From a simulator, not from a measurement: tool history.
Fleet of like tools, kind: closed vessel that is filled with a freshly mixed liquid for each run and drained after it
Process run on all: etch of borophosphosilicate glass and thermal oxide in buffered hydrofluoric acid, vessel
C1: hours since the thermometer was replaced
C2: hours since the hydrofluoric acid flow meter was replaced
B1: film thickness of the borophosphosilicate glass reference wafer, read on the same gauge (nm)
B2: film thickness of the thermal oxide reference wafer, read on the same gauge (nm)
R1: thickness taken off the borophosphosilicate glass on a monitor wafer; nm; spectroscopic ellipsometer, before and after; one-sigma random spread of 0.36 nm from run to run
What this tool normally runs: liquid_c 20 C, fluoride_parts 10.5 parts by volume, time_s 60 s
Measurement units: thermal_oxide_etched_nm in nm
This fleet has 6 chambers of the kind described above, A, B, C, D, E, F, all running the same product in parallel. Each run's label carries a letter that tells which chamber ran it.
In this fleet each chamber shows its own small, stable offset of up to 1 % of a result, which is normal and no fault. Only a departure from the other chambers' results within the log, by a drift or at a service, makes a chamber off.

Run 1F, hour 7.4: usual settings; C1 488.2; C2 81.4; B1 140.03; B2 99.986. Result: R1 56.904 nm, thermal_oxide_etched_nm 54.847 nm.
Run 2C, hour 16.7: usual settings; C1 1653.9; C2 1103.8; B1 139.96; B2 100.010. Result: R1 56.561 nm, thermal_oxide_etched_nm 55.069 nm.
Run 3B, hour 25.9: usual settings; C1 171.6; C2 1139.6; B1 140.04; B2 99.993. Result: R1 57.286 nm, thermal_oxide_etched_nm 55.150 nm.
Run 4A, hour 34.1: usual settings; C1 1312.6; C2 584.4; B1 140.04; B2 99.996. Result: R1 56.758 nm, thermal_oxide_etched_nm 53.429 nm.
Run 5D, hour 45.2: usual settings; C1 229.3; C2 1536.7; B1 140.00; B2 99.926. Result: R1 57.512 nm, thermal_oxide_etched_nm 53.966 nm.
Run 6E, hour 52.3: usual settings; C1 481.3; C2 891.5; B1 140.01; B2 100.050. Result: R1 57.436 nm, thermal_oxide_etched_nm 53.314 nm.
Run 7A, hour 58.4: usual settings; C1 1336.9; C2 608.7; B1 140.02; B2 99.968. Result: R1 57.041 nm, thermal_oxide_etched_nm 53.973 nm.
Run 8E, hour 63.6: usual settings; C1 492.6; C2 902.8; B1 140.03; B2 100.020. Result: R1 57.357 nm, thermal_oxide_etched_nm 54.572 nm.
Run 9F, hour 74.1: usual settings; C1 554.9; C2 148.1; B1 140.01; B2 100.000. Result: R1 57.305 nm, thermal_oxide_etched_nm 55.297 nm.
Run 10B, hour 79.2: usual settings; C1 224.9; C2 1192.9; B1 140.02; B2 99.965. Result: R1 56.948 nm, thermal_oxide_etched_nm 54.564 nm.
Run 11D, hour 90.5: usual settings; C1 274.6; C2 1582.0; B1 140.01; B2 99.982. Result: R1 57.684 nm, thermal_oxide_etched_nm 54.971 nm.
Run 12C, hour 98.5: usual settings; C1 1735.7; C2 1185.6; B1 140.02; B2 100.010. Result: R1 56.740 nm, thermal_oxide_etched_nm 54.082 nm.
Run 13F, hour 107.0: usual settings; C1 587.8; C2 181.0; B1 139.98; B2 99.963. Result: R1 57.093 nm, thermal_oxide_etched_nm 54.641 nm.
Run 14E, hour 114.4: usual settings; C1 543.4; C2 953.6; B1 139.98; B2 99.993. Result: R1 57.024 nm, thermal_oxide_etched_nm 53.482 nm.
At hour 120.8: chamber F: thermometer replaced.
Run 15B, hour 121.8: usual settings; C1 267.5; C2 1235.5; B1 140.02; B2 100.020. Result: R1 56.471 nm, thermal_oxide_etched_nm 53.758 nm.
Run 16D, hour 131.8: usual settings; C1 315.9; C2 1623.3; B1 139.98; B2 99.987. Result: R1 57.028 nm, thermal_oxide_etched_nm 54.145 nm.
Run 17A, hour 138.0: usual settings; C1 1416.5; C2 688.3; B1 140.00; B2 100.010. Result: R1 56.694 nm, thermal_oxide_etched_nm 53.734 nm.
Run 18C, hour 148.7: usual settings; C1 1785.9; C2 1235.8; B1 140.00; B2 99.962. Result: R1 56.514 nm, thermal_oxide_etched_nm 53.296 nm.
Run 19D, hour 155.9: usual settings; C1 340.0; C2 1647.4; B1 140.00; B2 100.010. Result: R1 57.676 nm, thermal_oxide_etched_nm 53.922 nm.
Run 20F, hour 163.4: usual settings; C1 42.6; C2 237.4; B1 139.98; B2 99.992. Result: R1 57.199 nm, thermal_oxide_etched_nm 54.872 nm.
At hour 167.3: chamber C: thermometer replaced.
Run 21B, hour 169.3: usual settings; C1 315.0; C2 1283.0; B1 139.98; B2 100.010. Result: R1 57.216 nm, thermal_oxide_etched_nm 55.062 nm.
Run 22A, hour 174.7: usual settings; C1 1453.2; C2 725.0; B1 140.00; B2 100.000. Result: R1 56.761 nm, thermal_oxide_etched_nm 54.232 nm.
Run 23E, hour 185.9: usual settings; C1 614.9; C2 1025.1; B1 140.01; B2 100.010. Result: R1 57.805 nm, thermal_oxide_etched_nm 53.770 nm.
Run 24C, hour 193.0: usual settings; C1 25.7; C2 1280.1; B1 139.99; B2 99.990. Result: R1 57.234 nm, thermal_oxide_etched_nm 54.220 nm.
At hour 197.2: chamber E: thermometer replaced.
Run 25C, hour 202.1: usual settings; C1 34.8; C2 1289.2; B1 139.97; B2 100.020. Result: R1 57.039 nm, thermal_oxide_etched_nm 54.723 nm.
Run 26F, hour 207.4: usual settings; C1 86.6; C2 281.4; B1 140.00; B2 100.010. Result: R1 57.327 nm, thermal_oxide_etched_nm 55.354 nm.
Run 27A, hour 213.0: usual settings; C1 1491.5; C2 763.3; B1 140.00; B2 100.040. Result: R1 56.685 nm, thermal_oxide_etched_nm 53.732 nm.
Run 28E, hour 223.4: usual settings; C1 26.3; C2 1062.6; B1 140.00; B2 99.930. Result: R1 57.535 nm, thermal_oxide_etched_nm 54.089 nm.
Run 29D, hour 231.9: usual settings; C1 416.0; C2 1723.4; B1 139.98; B2 100.020. Result: R1 57.018 nm, thermal_oxide_etched_nm 54.325 nm.
Run 30B, hour 238.8: usual settings; C1 384.5; C2 1352.5; B1 140.00; B2 99.996. Result: R1 56.877 nm, thermal_oxide_etched_nm 54.605 nm.
Run 31D, hour 246.4: usual settings; C1 430.5; C2 1737.9; B1 140.01; B2 100.030. Result: R1 57.601 nm, thermal_oxide_etched_nm 54.759 nm.
Run 32F, hour 253.5: usual settings; C1 132.7; C2 327.5; B1 139.98; B2 99.987. Result: R1 57.459 nm, thermal_oxide_etched_nm 54.301 nm.
Run 33C, hour 264.3: usual settings but fluoride_parts 14.0 parts by volume; C1 97.0; C2 1351.4; B1 139.99; B2 100.030. Result: R1 43.289 nm, thermal_oxide_etched_nm 40.808 nm.
Run 34A, hour 274.9: usual settings but fluoride_parts 14.0 parts by volume; C1 1553.4; C2 825.2; B1 140.00; B2 100.000. Result: R1 42.660 nm, thermal_oxide_etched_nm 41.355 nm.
Run 35E, hour 280.6: usual settings but fluoride_parts 14.0 parts by volume; C1 83.5; C2 1119.8; B1 140.02; B2 99.974. Result: R1 43.468 nm, thermal_oxide_etched_nm 40.753 nm.
Run 36B, hour 286.0: usual settings but fluoride_parts 14.0 parts by volume; C1 431.7; C2 1399.7; B1 140.01; B2 99.969. Result: R1 43.164 nm, thermal_oxide_etched_nm 41.327 nm.
Run 37B, hour 295.2: usual settings but fluoride_parts 14.0 parts by volume; C1 440.9; C2 1408.9; B1 140.03; B2 99.927. Result: R1 42.923 nm, thermal_oxide_etched_nm 40.765 nm.
Run 38F, hour 301.9: usual settings but fluoride_parts 14.0 parts by volume; C1 181.1; C2 375.9; B1 140.04; B2 100.040. Result: R1 43.875 nm, thermal_oxide_etched_nm 41.342 nm.
Run 39D, hour 309.3: usual settings; C1 493.4; C2 1800.8; B1 140.00; B2 99.937. Result: R1 57.937 nm, thermal_oxide_etched_nm 55.099 nm.
Run 40A, hour 314.3: usual settings; C1 1592.8; C2 864.6; B1 139.99; B2 100.030. Result: R1 56.884 nm, thermal_oxide_etched_nm 54.109 nm.
Run 41E, hour 324.5: usual settings; C1 127.4; C2 1163.7; B1 140.00; B2 100.020. Result: R1 57.065 nm, thermal_oxide_etched_nm 53.675 nm.
At hour 327.5: chamber C: hydrofluoric acid flow meter replaced.
Run 42C, hour 331.5: usual settings; C1 164.2; C2 4.1; B1 140.00; B2 100.040. Result: R1 57.058 nm, thermal_oxide_etched_nm 54.329 nm.

The same settings go to every chamber for the next run, one line per chamber below. Forecast the results for each:
Run 43A, hour 339.7: usual settings. Result: R1 ?, thermal_oxide_etched_nm ?.
Run 43B, hour 339.7: usual settings. Result: R1 ?, thermal_oxide_etched_nm ?.
Run 43C, hour 339.7: usual settings. Result: R1 ?, thermal_oxide_etched_nm ?.
Run 43D, hour 339.7: usual settings. Result: R1 ?, thermal_oxide_etched_nm ?.
Run 43E, hour 339.7: usual settings. Result: R1 ?, thermal_oxide_etched_nm ?.
Run 43F, hour 339.7: usual settings. Result: R1 ?, thermal_oxide_etched_nm ?.

run      R1  thermal_oxide_etched_nm
43A  57.443                   54.598
43B  57.352                   54.946
43C  57.066                   53.332
43D  57.235                   54.815
43E  57.357                   54.800
43F  57.562                   54.808
